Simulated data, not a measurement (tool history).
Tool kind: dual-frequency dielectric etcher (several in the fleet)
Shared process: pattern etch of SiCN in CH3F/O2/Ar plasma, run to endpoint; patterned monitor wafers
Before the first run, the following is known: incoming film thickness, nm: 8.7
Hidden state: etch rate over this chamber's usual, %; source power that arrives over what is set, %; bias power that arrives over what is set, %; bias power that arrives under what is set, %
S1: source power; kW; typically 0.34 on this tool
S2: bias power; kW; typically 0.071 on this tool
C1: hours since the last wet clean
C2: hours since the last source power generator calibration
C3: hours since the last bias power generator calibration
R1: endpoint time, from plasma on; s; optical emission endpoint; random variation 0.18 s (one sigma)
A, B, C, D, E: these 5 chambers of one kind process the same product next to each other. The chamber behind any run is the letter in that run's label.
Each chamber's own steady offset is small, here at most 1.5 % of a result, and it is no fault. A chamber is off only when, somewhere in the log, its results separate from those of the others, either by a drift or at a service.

{"run": "1B", "hour": 12.8, "S1": 0.34, "S2": 0.071, "C1": 173.6, "C2": 2769.8, "C3": 1488.8, "R1": 24.753}
{"run": "2A", "hour": 21.2, "S1": 0.34, "S2": 0.071, "C1": 53.6, "C2": 208.8, "C3": 3942.7, "R1": 24.793}
{"run": "3E", "hour": 31.6, "S1": 0.34, "S2": 0.071, "C1": 352.6, "C2": 1189.1, "C3": 2578.4, "R1": 24.972}
{"run": "4C", "hour": 47.4, "S1": 0.34, "S2": 0.071, "C1": 300.2, "C2": 1700.2, "C3": 563.8, "R1": 24.628}
{"run": "5D", "hour": 62.4, "S1": 0.34, "S2": 0.071, "C1": 288.9, "C2": 787.3, "C3": 754.7, "R1": 24.67}
{"run": "6A", "hour": 78.2, "S1": 0.34, "S2": 0.071, "C1": 110.6, "C2": 265.8, "C3": 3999.7, "R1": 24.827}
{"run": "7E", "hour": 89.2, "S1": 0.34, "S2": 0.071, "C1": 410.2, "C2": 1246.7, "C3": 2636, "R1": 25.193}
{"run": "8D", "hour": 103.3, "S1": 0.34, "S2": 0.071, "C1": 329.8, "C2": 828.2, "C3": 795.6, "R1": 24.307}
{"hour": 116.8, "done": "chamber C: wet clean of the chamber"}
{"run": "9C", "hour": 118.5, "S1": 0.34, "S2": 0.071, "C1": 1.7, "C2": 1771.3, "C3": 634.9, "R1": 24.788}
{"run": "10B", "hour": 133.6, "S1": 0.34, "S2": 0.071, "C1": 294.4, "C2": 2890.6, "C3": 1609.6, "R1": 24.591}
{"run": "11D", "hour": 149.1, "S1": 0.34, "S2": 0.071, "C1": 375.6, "C2": 874, "C3": 841.4, "R1": 24.894}
{"run": "12E", "hour": 163.8, "S1": 0.34, "S2": 0.071, "C1": 484.8, "C2": 1321.3, "C3": 2710.6, "R1": 25.212}
{"run": "13B", "hour": 175.3, "S1": 0.34, "S2": 0.071, "C1": 336.1, "C2": 2932.3, "C3": 1651.3, "R1": 24.547}
{"run": "14A", "hour": 182.7, "S1": 0.34, "S2": 0.071, "C1": 215.1, "C2": 370.3, "C3": 4104.2, "R1": 24.645}
{"run": "15C", "hour": 196.1, "S1": 0.34, "S2": 0.071, "C1": 79.3, "C2": 1848.9, "C3": 712.5, "R1": 24.711}
{"run": "16D", "hour": 203.6, "S1": 0.34, "S2": 0.071, "C1": 430.1, "C2": 928.5, "C3": 895.9, "R1": 24.592}
{"run": "17A", "hour": 215.5, "S1": 0.34, "S2": 0.071, "C1": 247.9, "C2": 403.1, "C3": 4137, "R1": 24.787}
{"run": "18C", "hour": 226.9, "S1": 0.34, "S2": 0.071, "C1": 110.1, "C2": 1879.7, "C3": 743.3, "R1": 24.514}
{"hour": 228.5, "done": "chamber E: wet clean of the chamber"}
{"run": "19B", "hour": 242.4, "S1": 0.34, "S2": 0.071, "C1": 403.2, "C2": 2999.4, "C3": 1718.4, "R1": 24.557}
{"run": "20E", "hour": 250.0, "S1": 0.34, "S2": 0.071, "C1": 21.6, "C2": 1407.5, "C3": 2796.8, "R1": 25.322}
{"hour": 254.1, "done": "chamber D: wet clean of the chamber"}
{"run": "21D", "hour": 265.2, "S1": 0.34, "S2": 0.071, "C1": 11.1, "C2": 990.1, "C3": 957.5, "R1": 24.496}
{"run": "22C", "hour": 274.9, "S1": 0.34, "S2": 0.071, "C1": 158.1, "C2": 1927.7, "C3": 791.3, "R1": 24.738}
{"run": "23A", "hour": 291.6, "S1": 0.34, "S2": 0.071, "C1": 324, "C2": 479.2, "C3": 4213.1, "R1": 24.868}
{"run": "24E", "hour": 308.0, "S1": 0.34, "S2": 0.071, "C1": 79.6, "C2": 1465.5, "C3": 2854.8, "R1": 25.177}
{"run": "25B", "hour": 318.1, "S1": 0.34, "S2": 0.071, "C1": 478.9, "C2": 3075.1, "C3": 1794.1, "R1": 24.255}
{"run": "26A", "hour": 330.7, "S1": 0.34, "S2": 0.071, "C1": 363.1, "C2": 518.3, "C3": 4252.2, "R1": 24.75}
{"run": "27B", "hour": 344.5, "S1": 0.34, "S2": 0.071, "C1": 505.3, "C2": 3101.5, "C3": 1820.5, "R1": 24.789}
{"run": "28D", "hour": 360.1, "S1": 0.3, "S2": 0.071, "C1": 106, "C2": 1085, "C3": 1052.4, "R1": 25.754}
{"run": "29E", "hour": 370.7, "S1": 0.3, "S2": 0.071, "C1": 142.3, "C2": 1528.2, "C3": 2917.5, "R1": 25.737}
{"hour": 382.2, "done": "chamber A: bias power generator calibrated"}
{"run": "30C", "hour": 386.6, "S1": 0.3, "S2": 0.071, "C1": 269.8, "C2": 2039.4, "C3": 903, "R1": 25.679}
{"run": "31B", "hour": 397.4, "S1": 0.3, "S2": 0.071, "C1": 558.2, "C2": 3154.4, "C3": 1873.4, "R1": 25.91}
{"run": "32D", "hour": 411.8, "S1": 0.3, "S2": 0.071, "C1": 157.7, "C2": 1136.7, "C3": 1104.1, "R1": 25.607}
{"run": "33A", "hour": 424.1, "S1": 0.34, "S2": 0.071, "C1": 456.5, "C2": 611.7, "C3": 42, "R1": 24.682}
{"run": "34C", "hour": 440.7, "S1": 0.37, "S2": 0.071, "C1": 323.9, "C2": 2093.5, "C3": 957.1, "R1": 23.69}
{"run": "35E", "hour": 449.6, "S1": 0.37, "S2": 0.071, "C1": 221.2, "C2": 1607.1, "C3": 2996.4, "R1": 24.522}
{"run": "36D", "hour": 462.4, "S1": 0.37, "S2": 0.071, "C1": 208.3, "C2": 1187.3, "C3": 1154.7, "R1": 23.558}

Has any chamber moved away from the others, gradually or after a service, or does the common gauge drift, or do the chambers differ only by their own small steady offsets? State the chamber and the most likely cause if one applies.

All chambers stay in line apart from their small fixed offsets, and the gauge does not drift.
